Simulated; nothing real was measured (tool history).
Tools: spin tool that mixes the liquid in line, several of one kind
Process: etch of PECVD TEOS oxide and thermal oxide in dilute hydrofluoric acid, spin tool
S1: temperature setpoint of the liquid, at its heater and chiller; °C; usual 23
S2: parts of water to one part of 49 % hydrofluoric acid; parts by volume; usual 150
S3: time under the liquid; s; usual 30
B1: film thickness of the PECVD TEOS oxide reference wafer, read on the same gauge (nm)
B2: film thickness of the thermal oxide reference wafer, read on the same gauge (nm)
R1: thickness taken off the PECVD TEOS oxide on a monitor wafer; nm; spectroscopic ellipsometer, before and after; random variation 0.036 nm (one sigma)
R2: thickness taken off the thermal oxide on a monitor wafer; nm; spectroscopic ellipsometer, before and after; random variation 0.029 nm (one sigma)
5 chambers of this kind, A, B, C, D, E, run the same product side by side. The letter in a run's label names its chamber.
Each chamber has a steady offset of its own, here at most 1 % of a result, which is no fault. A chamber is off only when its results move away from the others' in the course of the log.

run 1C hour=13.3 | S1=23 S2=150 S3=30 | B1=129.99 B2=130 | R1=5.1578 R2=0.90288
run 2A hour=27.4 | S1=23 S2=150 S3=30 | B1=129.99 B2=130 | R1=5.1324 R2=0.85383
run 3E hour=40.5 | S1=23 S2=150 S3=30 | B1=129.99 B2=130 | R1=5.1608 R2=0.87337
run 4D hour=46.8 | S1=23 S2=150 S3=30 | B1=129.97 B2=130 | R1=5.0959 R2=0.85728
run 5B hour=55.4 | S1=23 S2=150 S3=30 | B1=130 B2=130.02 | R1=5.1291 R2=0.85766
run 6A hour=61.7 | S1=23 S2=185 S3=35 | B1=129.98 B2=130.01 | R1=4.6914 R2=0.80648
run 7D hour=76.1 | S1=23 S2=185 S3=35 | B1=130.03 B2=130.02 | R1=4.7567 R2=0.77296
run 8C hour=85.2 | S1=23 S2=185 S3=35 | B1=130 B2=130.01 | R1=4.6593 R2=0.7734
run 9E hour=94.8 | S1=23 S2=185 S3=35 | B1=129.94 B2=129.99 | R1=4.6768 R2=0.79579
run 10B hour=102.7 | S1=23 S2=185 S3=35 | B1=129.97 B2=130.03 | R1=4.6554 R2=0.80196
run 11B hour=111.2 | S1=23 S2=150 S3=30 | B1=130.01 B2=129.98 | R1=5.1645 R2=0.85364
run 12C hour=117.7 | S1=23 S2=150 S3=30 | B1=130.01 B2=130 | R1=5.1374 R2=0.86575
run 13D hour=127.2 | S1=23 S2=150 S3=30 | B1=130.01 B2=130.02 | R1=5.1386 R2=0.85774
run 14A hour=140.2 | S1=23 S2=150 S3=30 | B1=129.99 B2=130 | R1=5.1837 R2=0.79165
run 15E hour=150.9 | S1=23 S2=150 S3=30 | B1=130.01 B2=130 | R1=5.1655 R2=0.84035
run 16B hour=161.8 | S1=23 S2=150 S3=30 | B1=130.01 B2=129.99 | R1=5.129 R2=0.89736
run 17D hour=168.3 | S1=23 S2=150 S3=30 | B1=130 B2=130.01 | R1=5.1788 R2=0.82487
run 18A hour=182.1 | S1=23 S2=150 S3=30 | B1=130.01 B2=130 | R1=5.1441 R2=0.84535
run 19E hour=195.6 | S1=23 S2=150 S3=30 | B1=130.03 B2=130 | R1=5.1229 R2=0.84464
-- hour=197.3 chamber A: thermometer replaced
run 20C hour=202.6 | S1=23 S2=150 S3=30 | B1=130 B2=130 | R1=5.1215 R2=0.87275
run 21C hour=215.8 | S1=23 S2=150 S3=30 | B1=129.96 B2=129.99 | R1=5.1257 R2=0.92759
-- hour=221.4 chamber E: thermometer replaced
run 22B hour=230 | S1=23 S2=150 S3=15 | B1=129.97 B2=130.02 | R1=2.5757 R2=0.41589
run 23D hour=237.2 | S1=23 S2=150 S3=15 | B1=130 B2=130.02 | R1=2.5852 R2=0.42618
run 24E hour=247.4 | S1=23 S2=150 S3=15 | B1=130 B2=130 | R1=2.5964 R2=0.44574
run 25A hour=256.4 | S1=23 S2=150 S3=15 | B1=130.01 B2=129.99 | R1=2.5819 R2=0.40375
run 26B hour=269 | S1=23 S2=150 S3=15 | B1=130.04 B2=130.01 | R1=2.5744 R2=0.42572
run 27A hour=276.5 | S1=23 S2=150 S3=30 | B1=130 B2=130.01 | R1=5.1825 R2=0.84592
run 28E hour=289.6 | S1=23 S2=150 S3=30 | B1=129.96 B2=130.01 | R1=5.1897 R2=0.82177
run 29D hour=301.2 | S1=23 S2=150 S3=30 | B1=129.96 B2=129.99 | R1=5.1175 R2=0.84284
run 30C hour=309.7 | S1=23 S2=150 S3=30 | B1=129.97 B2=130.01 | R1=5.1749 R2=0.85498
run 31A hour=318.6 | S1=23 S2=150 S3=30 | B1=129.99 B2=130.02 | R1=5.1303 R2=0.88154
run 32B hour=332.2 | S1=23 S2=150 S3=30 | B1=129.99 B2=129.99 | R1=5.1889 R2=0.84084
run 33C hour=339.6 | S1=23 S2=185 S3=30 | B1=129.97 B2=129.99 | R1=4.0201 R2=0.68872
run 34D hour=351.7 | S1=23 S2=185 S3=30 | B1=129.99 B2=129.99 | R1=4.0142 R2=0.67449
run 35E hour=358.2 | S1=23 S2=185 S3=30 | B1=130.02 B2=130.02 | R1=4.0141 R2=0.64284

Next, every chamber runs the same settings. What will each give?
run 36A hour=368.5 | S1=23 S2=80 S3=30 | R1=? R2=?
run 36B hour=368.5 | S1=23 S2=80 S3=30 | R1=? R2=?
run 36C hour=368.5 | S1=23 S2=80 S3=30 | R1=? R2=?
run 36D hour=368.5 | S1=23 S2=80 S3=30 | R1=? R2=?
run 36E hour=368.5 | S1=23 S2=80 S3=30 | R1=? R2=?

run=36A R1=10.514 R2=1.7622
run=36B R1=10.604 R2=1.6903
run=36C R1=10.476 R2=1.7953
run=36D R1=10.364 R2=1.6409
run=36E R1=10.804 R2=1.7284
